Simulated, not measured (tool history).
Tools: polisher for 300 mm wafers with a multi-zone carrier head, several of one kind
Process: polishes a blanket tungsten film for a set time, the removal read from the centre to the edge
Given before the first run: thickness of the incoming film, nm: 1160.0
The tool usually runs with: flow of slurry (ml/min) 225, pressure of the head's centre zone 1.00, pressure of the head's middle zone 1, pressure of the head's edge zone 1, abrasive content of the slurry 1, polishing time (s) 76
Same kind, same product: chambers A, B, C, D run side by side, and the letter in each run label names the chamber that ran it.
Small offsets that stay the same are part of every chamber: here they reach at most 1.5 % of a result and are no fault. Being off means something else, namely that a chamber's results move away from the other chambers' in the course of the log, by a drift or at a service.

| run | hour | flow of slurry (ml/min) | pressure of the head's centre zone | pressure of the head's middle zone | pressure of the head's edge zone | abrasive content of the slurry | polishing time (s) | film removed at the wafer's centre (angstrom) | film removed at mid-radius (angstrom) | film removed at the wafer's edge (angstrom) |
|---|---|---|---|---|---|---|---|---|---|---|
|  | 4.6 | chamber A: worn pad replaced by a new one |
|  | 10.8 | chamber C: worn pad replaced by a new one |
| 1D | 11.6 | 225 | 1.00 | 1 | 1 | 1 | 76 | 3735.4 | 3695.1 | 3768.1 |
|  | 22.6 | chamber C: centre zone pressure recalibrated |
| 2B | 25.6 | 225 | 1.00 | 1 | 1 | 1 | 76 | 3718.0 | 3780.9 | 3690.2 |
| 3C | 38.9 | 225 | 1.00 | 1 | 1 | 1 | 76 | 3813.2 | 3739.8 | 3742.2 |
| 4A | 50.4 | 225 | 1.00 | 1 | 1 | 1 | 76 | 3791.0 | 3744.4 | 3707.4 |
| 5D | 58.6 | 225 | 1.00 | 1 | 1 | 1 | 76 | 3781.6 | 3733.8 | 3765.4 |
| 6B | 72.5 | 225 | 0.89 | 1 | 1 | 1 | 76 | 3352.1 | 3752.2 | 3724.0 |
| 7C | 83.3 | 225 | 0.89 | 1 | 1 | 1 | 76 | 3271.9 | 3822.4 | 3648.7 |
|  | 83.6 | chamber C: worn pad replaced by a new one |
|  | 85.2 | chamber D: slurry nozzle cleaned |
|  | 86.7 | chamber D: worn pad replaced by a new one |
| 8A | 92.0 | 225 | 0.89 | 1 | 1 | 1 | 76 | 3278.5 | 3739.3 | 3823.0 |
|  | 101.5 | chamber A: centre zone pressure recalibrated |
| 9A | 105.0 | 225 | 0.89 | 1 | 1 | 1 | 76 | 3305.5 | 3712.1 | 3781.3 |
|  | 116.1 | chamber A: worn pad replaced by a new one |
| 10C | 117.2 | 225 | 0.96 | 1 | 1 | 1 | 87 | 4037.0 | 4228.4 | 4331.1 |
| 11B | 130.4 | 225 | 0.96 | 1 | 1 | 1 | 87 | 4201.3 | 4326.6 | 4316.7 |
| 12D | 138.0 | 225 | 0.96 | 1 | 1 | 1 | 87 | 4145.0 | 4255.9 | 4302.3 |
| 13B | 148.7 | 225 | 0.96 | 1 | 1 | 1 | 87 | 4178.9 | 4382.7 | 4293.1 |
|  | 157.4 | chamber B: worn pad replaced by a new one |
|  | 157.6 | chamber C: worn pad replaced by a new one |
| 14C | 157.8 | 225 | 1.00 | 1 | 1 | 1 | 76 | 3767.6 | 3753.6 | 3692.8 |
| 15D | 168.4 | 225 | 1.00 | 1 | 1 | 1 | 76 | 3786.8 | 3716.4 | 3809.0 |
|  | 176.6 | chamber D: worn pad replaced by a new one |
| 16A | 178.2 | 225 | 1.00 | 1 | 1 | 1 | 76 | 3784.9 | 3730.4 | 3741.7 |
| 17D | 186.6 | 225 | 1.00 | 1 | 1 | 1 | 76 | 3813.4 | 3674.0 | 3706.8 |
| 18A | 196.5 | 225 | 1.00 | 1 | 1 | 1 | 76 | 3832.6 | 3670.1 | 3725.3 |
| 19B | 203.4 | 225 | 1.00 | 1 | 1 | 1 | 76 | 4020.1 | 3765.6 | 3738.2 |
|  | 204.1 | chamber D: centre zone pressure recalibrated |
|  | 205.5 | chamber A: worn pad replaced by a new one |
|  | 212.9 | chamber B: slurry nozzle cleaned |
| 20C | 216.8 | 225 | 1.08 | 1 | 1 | 1 | 56 | 2989.5 | 2746.9 | 2748.3 |
|  | 218.8 | chamber C: worn pad replaced by a new one |
| 21D | 223.6 | 225 | 1.08 | 1 | 1 | 1 | 56 | 3025.1 | 2720.4 | 2720.6 |
| 22A | 237.6 | 225 | 1.08 | 1 | 1 | 1 | 56 | 3003.3 | 2763.3 | 2795.0 |
| 23B | 246.6 | 225 | 1.08 | 1 | 1 | 1 | 56 | 3316.9 | 2768.5 | 2790.8 |
| 24C | 259.2 | 225 | 1.00 | 1 | 1 | 1 | 76 | 3778.6 | 3702.2 | 3751.9 |
| 25A | 268.9 | 225 | 1.00 | 1 | 1 | 1 | 76 | 3737.4 | 3761.8 | 3822.9 |

The same settings go to every chamber for the next run, one line per chamber below. Forecast the results for each:
| 26A | 279.4 | 225 | 1.00 | 1 | 1 | 1 | 76 | ? | ? | ? |
| 26B | 279.4 | 225 | 1.00 | 1 | 1 | 1 | 76 | ? | ? | ? |
| 26C | 279.4 | 225 | 1.00 | 1 | 1 | 1 | 76 | ? | ? | ? |
| 26D | 279.4 | 225 | 1.00 | 1 | 1 | 1 | 76 | ? | ? | ? |

| run | film removed at the wafer's centre (angstrom) | film removed at mid-radius (angstrom) | film removed at the wafer's edge (angstrom) |
|---|---|---|---|
| 26A | 3776.9 | 3782.3 | 3761.8 |
| 26B | 4136.5 | 3789.2 | 3836.7 |
| 26C | 3750.7 | 3775.0 | 3707.4 |
| 26D | 3789.8 | 3686.8 | 3740.9 |
